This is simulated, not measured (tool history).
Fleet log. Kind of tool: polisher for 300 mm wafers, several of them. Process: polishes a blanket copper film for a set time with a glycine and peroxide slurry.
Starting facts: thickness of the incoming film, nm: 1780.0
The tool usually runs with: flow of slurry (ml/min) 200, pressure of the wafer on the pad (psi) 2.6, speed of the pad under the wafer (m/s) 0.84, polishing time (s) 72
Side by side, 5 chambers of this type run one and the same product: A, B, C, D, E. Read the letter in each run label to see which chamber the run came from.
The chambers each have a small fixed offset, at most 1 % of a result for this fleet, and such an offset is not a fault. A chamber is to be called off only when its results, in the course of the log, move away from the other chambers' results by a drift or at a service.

run,day,flow of slurry (ml/min),pressure of the wafer on the pad (psi),speed of the pad under the wafer (m/s),polishing time (s),wafers polished on this pad,hours since the slurry nozzle was cleaned,hours since the head pressure was calibrated,film removed (angstrom)
1C,0.292,200,2.6,0.84,72,232,79.6,680.6,2940.6
2A,0.783,200,2.6,0.84,72,839,119.8,353.5,2964.9
# day 1.167: chamber A: worn pad replaced by a new one
3B,1.4,200,2.6,0.84,72,830,724.7,744.4,2845
4D,1.838,200,2.6,0.84,72,913,308,876.2,2884.5
# day 1.962: chamber C: worn pad replaced by a new one
# day 1.975: chamber B: worn pad replaced by a new one
5E,2.288,200,2.6,0.84,72,1066,355,624.2,2875.2
6C,2.896,200,2.6,0.84,72,262,142.1,743.1,2924.5
# day 2.971: chamber B: slurry nozzle cleaned
# day 3.121: chamber E: worn pad replaced by a new one
7D,3.508,200,2.6,0.84,72,1384,348.1,916.3,2857.5
# day 3.829: chamber D: worn pad replaced by a new one
8B,4.133,200,2.6,0.84,72,608,27.9,810,2868.6
9A,4.471,200,2.6,0.84,72,930,208.3,442,2915.1
10E,4.871,200,2.6,0.84,72,493,417,686.2,2863.1
# day 4.883: chamber C: worn pad replaced by a new one
# day 5.138: chamber A: worn pad replaced by a new one
# day 5.229: chamber D: slurry nozzle cleaned
11D,5.45,200,2.6,0.84,72,456,5.4,962.9,2924.6
# day 5.65: chamber D: head pressure recalibrated
12C,5.829,200,2.6,0.84,72,266,212.5,813.5,2927.8
13E,6.233,200,2.6,0.84,72,876,449.7,718.9,2899.9
# day 6.321: chamber B: worn pad replaced by a new one
14A,6.712,200,2.6,0.84,72,443,262.1,495.8,2907.6
15B,7.221,200,2.6,0.84,72,253,102,884.1,2885.6
# day 7.342: chamber C: worn pad replaced by a new one
# day 7.638: chamber E: worn pad replaced by a new one
16E,7.804,200,2.6,0.84,72,47,487.4,756.6,2883.1
# day 7.833: chamber D: worn pad replaced by a new one
17B,8.275,200,2.6,0.84,72,550,127.3,909.4,2876.2
18C,8.754,200,2.6,0.84,72,397,282.7,883.7,2923
# day 8.908: chamber A: worn pad replaced by a new one
# day 9.162: chamber E: head pressure recalibrated
19D,9.229,200,2.6,0.84,72,393,96.1,85.9,3102.7
20A,9.704,200,2.6,0.84,72,224,333.9,567.6,2864.9
21B,10.038,200,2.6,0.84,72,1046,169.6,951.7,2896.4
# day 10.162: chamber B: worn pad replaced by a new one
# day 10.408: chamber C: worn pad replaced by a new one
22D,10.488,200,2.6,0.84,72,747,126.3,116.1,3141.2
23A,11.1,200,2.6,0.84,72,617,367.4,601.1,2929.4
24E,11.433,200,2.6,0.84,72,1069,574.5,54.5,2880.7
# day 11.796: chamber C: head pressure recalibrated
25C,11.9,200,2.6,0.84,72,420,358.2,2.6,2909
# day 12.246: chamber E: worn pad replaced by a new one
# day 12.258: chamber D: worn pad replaced by a new one
26B,12.292,200,2,0.68,72,599,223.7,1005.8,2041.4
27A,12.762,200,2,0.68,72,1085,407.3,641,2063.6
# day 12.883: chamber A: worn pad replaced by a new one
28C,13.208,200,2,0.68,72,788,389.6,34,2040.8
29D,13.512,200,2,0.68,72,354,198.9,188.7,2187.4
30E,14.108,200,2,0.68,72,524,638.7,118.7,2026.6
31A,14.429,200,2.6,0.84,72,436,447.3,681,2905.1

Is one chamber off against the others, does the gauge drift, or is nothing wrong? If a chamber is off, say which, and what the likeliest cause is.

After it was serviced, chamber D no longer matches the other chambers.
Most likely cause: head's pressure above its setpoint, % = 9.47.

Below are 4 candidate recipes for chamber D's next run, each the usual settings with a change, their results shown as question marks. Which of them brings D's results back in line with what the other chambers give on the usual settings?
Counts as in line when no further than this from what the other chambers average on the usual settings: film removed (angstrom) 83
32D-1,14.9,200,2.6,1,72,,,,?
32D-2,14.9,130,2.6,0.84,72,,,,?
32D-3,14.9,200,2.7,0.84,75,,,,?
32D-4,14.9,200,2.6,0.78,66,,,,?

The other chambers' mean on the usual settings: film removed (angstrom) 2908.1
run,film removed (angstrom)
32D-1,3572.6
32D-2,2900.3
32D-3,3333.4
32D-4,2686.5
Change 32D-2 lands the chamber within the allowed miss of the other chambers.

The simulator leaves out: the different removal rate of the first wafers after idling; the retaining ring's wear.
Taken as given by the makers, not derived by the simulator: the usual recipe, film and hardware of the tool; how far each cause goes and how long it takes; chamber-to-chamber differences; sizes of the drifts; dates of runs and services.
